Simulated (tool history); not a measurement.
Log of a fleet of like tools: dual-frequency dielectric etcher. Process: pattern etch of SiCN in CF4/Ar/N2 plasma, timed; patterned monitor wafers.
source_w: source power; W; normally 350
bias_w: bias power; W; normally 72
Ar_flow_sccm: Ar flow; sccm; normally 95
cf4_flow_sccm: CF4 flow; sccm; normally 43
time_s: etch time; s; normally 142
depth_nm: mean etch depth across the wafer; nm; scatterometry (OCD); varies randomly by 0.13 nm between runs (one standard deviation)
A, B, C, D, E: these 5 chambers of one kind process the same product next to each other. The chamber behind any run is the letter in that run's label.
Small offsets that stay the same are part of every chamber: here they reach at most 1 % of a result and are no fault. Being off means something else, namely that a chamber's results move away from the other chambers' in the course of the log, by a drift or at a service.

| run | hour | source_w | bias_w | Ar_flow_sccm | cf4_flow_sccm | time_s | hours since the last wet clean | hours since the last source power generator calibration | hours since the last bias power generator calibration | hours since the last Ar flow controller change | hours since the last CF4 flow controller change | read-back reference wafer on the same gauge, depth_nm | depth_nm |
|---|---|---|---|---|---|---|---|---|---|---|---|---|---|
| 1D | 4.1 | 350 | 72 | 95 | 43 | 142 | 78.5 | 1858.4 | 973.3 | 1376.3 | 969.4 | 93.333 | 92.71 |
| 2A | 7.3 | 350 | 72 | 95 | 43 | 142 | 274 | 3421 | 615.3 | 119.6 | 1975.4 | 93.305 | 91.85 |
| 3B | 11.2 | 350 | 72 | 95 | 43 | 142 | 308 | 2391.1 | 152.1 | 3561.3 | 5198.9 | 93.357 | 91.63 |
| 4C | 16.5 | 350 | 72 | 95 | 43 | 142 | 23.2 | 147.3 | 2066.3 | 249 | 1010.2 | 93.312 | 91.751 |
| 5E | 22.4 | 350 | 72 | 95 | 43 | 142 | 90.7 | 1627.8 | 1413.6 | 1687.7 | 1223.5 | 93.397 | 92.122 |
| 6D | 25.8 | 350 | 72 | 95 | 43 | 142 | 100.2 | 1880.1 | 995 | 1398 | 991.1 | 93.401 | 92.671 |
| 7E | 31 | 350 | 72 | 95 | 43 | 142 | 99.3 | 1636.4 | 1422.2 | 1696.3 | 1232.1 | 93.401 | 92.312 |
| 8B | 37.1 | 430 | 72 | 95 | 43 | 142 | 333.9 | 2417 | 178 | 3587.2 | 5224.8 | 93.459 | 109.41 |
| 9A | 42.3 | 430 | 72 | 95 | 43 | 142 | 309 | 3456 | 650.3 | 154.6 | 2010.4 | 93.434 | 110.08 |
| 10C | 47.9 | 430 | 72 | 95 | 43 | 142 | 54.6 | 178.7 | 2097.7 | 280.4 | 1041.6 | 93.466 | 110.04 |
| 11B | 50.7 | 430 | 72 | 95 | 43 | 142 | 347.5 | 2430.6 | 191.6 | 3600.8 | 5238.4 | 93.464 | 109.13 |
| 12A | 55.2 | 430 | 72 | 95 | 43 | 142 | 321.9 | 3468.9 | 663.2 | 167.5 | 2023.3 | 93.512 | 109.98 |
| 13E | 59.4 | 350 | 72 | 95 | 43 | 142 | 127.7 | 1664.8 | 1450.6 | 1724.7 | 1260.5 | 93.474 | 92.286 |
| 14C | 62.6 | 350 | 72 | 95 | 47 | 142 | 69.3 | 193.4 | 2112.4 | 295.1 | 1056.3 | 93.514 | 93.037 |
| 15D | 66.5 | 350 | 72 | 95 | 47 | 142 | 140.9 | 1920.8 | 1035.7 | 1438.7 | 1031.8 | 93.525 | 94.11 |
|  | 70.5 | chamber B: wet clean of the chamber |
| 16A | 71.1 | 350 | 72 | 95 | 47 | 142 | 337.8 | 3484.8 | 679.1 | 183.4 | 2039.2 | 93.528 | 93.636 |
| 17B | 76.2 | 350 | 72 | 95 | 47 | 142 | 5.7 | 2456.1 | 217.1 | 3626.3 | 5263.9 | 93.56 | 92.861 |
| 18D | 80.5 | 350 | 72 | 95 | 47 | 142 | 154.9 | 1934.8 | 1049.7 | 1452.7 | 1045.8 | 93.561 | 94.385 |
| 19C | 86.6 | 350 | 72 | 95 | 43 | 142 | 93.3 | 217.4 | 2136.4 | 319.1 | 1080.3 | 93.587 | 91.794 |
| 20E | 92.2 | 350 | 72 | 95 | 43 | 142 | 160.5 | 1697.6 | 1483.4 | 1757.5 | 1293.3 | 93.607 | 92.552 |
| 21D | 96.8 | 350 | 72 | 95 | 43 | 142 | 171.2 | 1951.1 | 1066 | 1469 | 1062.1 | 93.582 | 93.018 |
| 22C | 100 | 350 | 72 | 95 | 43 | 142 | 106.7 | 230.8 | 2149.8 | 332.5 | 1093.7 | 93.608 | 92.073 |
| 23A | 103.2 | 350 | 65 | 95 | 43 | 142 | 369.9 | 3516.9 | 711.2 | 215.5 | 2071.3 | 93.663 | 88.501 |
| 24B | 106.5 | 350 | 65 | 95 | 43 | 142 | 36 | 2486.4 | 247.4 | 3656.6 | 5294.2 | 93.687 | 88.331 |
| 25E | 109.3 | 350 | 65 | 95 | 43 | 142 | 177.6 | 1714.7 | 1500.5 | 1774.6 | 1310.4 | 93.664 | 89.027 |
| 26B | 113.6 | 350 | 65 | 95 | 43 | 142 | 43.1 | 2493.5 | 254.5 | 3663.7 | 5301.3 | 93.65 | 88.238 |
| 27D | 118.1 | 350 | 65 | 95 | 43 | 142 | 192.5 | 1972.4 | 1087.3 | 1490.3 | 1083.4 | 93.66 | 89.798 |
| 28E | 121.5 | 350 | 72 | 95 | 43 | 142 | 189.8 | 1726.9 | 1512.7 | 1786.8 | 1322.6 | 93.725 | 92.768 |
| 29A | 127 | 350 | 72 | 95 | 43 | 142 | 393.7 | 3540.7 | 735 | 239.3 | 2095.1 | 93.697 | 92.295 |
| 30C | 132.2 | 350 | 72 | 95 | 43 | 142 | 138.9 | 263 | 2182 | 364.7 | 1125.9 | 93.768 | 92.078 |
| 31C | 138.1 | 350 | 72 | 95 | 43 | 142 | 144.8 | 268.9 | 2187.9 | 370.6 | 1131.8 | 93.754 | 91.783 |
| 32E | 142.1 | 350 | 72 | 95 | 43 | 142 | 210.4 | 1747.5 | 1533.3 | 1807.4 | 1343.2 | 93.778 | 92.623 |
| 33D | 147.9 | 350 | 72 | 95 | 43 | 142 | 222.3 | 2002.2 | 1117.1 | 1520.1 | 1113.2 | 93.794 | 92.981 |
| 34B | 153.5 | 350 | 72 | 95 | 43 | 142 | 83 | 2533.4 | 294.4 | 3703.6 | 5341.2 | 93.769 | 91.584 |
| 35A | 157.5 | 350 | 72 | 95 | 43 | 142 | 424.2 | 3571.2 | 765.5 | 269.8 | 2125.6 | 93.819 | 92.479 |

The same settings go to every chamber for the next run, one line per chamber below. Forecast the results for each:
| 36A | 162 | 350 | 72 | 95 | 43 | 142 |  |  |  |  |  |  | ? |
| 36B | 162 | 350 | 72 | 95 | 43 | 142 |  |  |  |  |  |  | ? |
| 36C | 162 | 350 | 72 | 95 | 43 | 142 |  |  |  |  |  |  | ? |
| 36D | 162 | 350 | 72 | 95 | 43 | 142 |  |  |  |  |  |  | ? |
| 36E | 162 | 350 | 72 | 95 | 43 | 142 |  |  |  |  |  |  | ? |

| run | depth_nm |
|---|---|
| 36A | 92.29 |
| 36B | 91.677 |
| 36C | 92.173 |
| 36D | 93.395 |
| 36E | 92.76 |
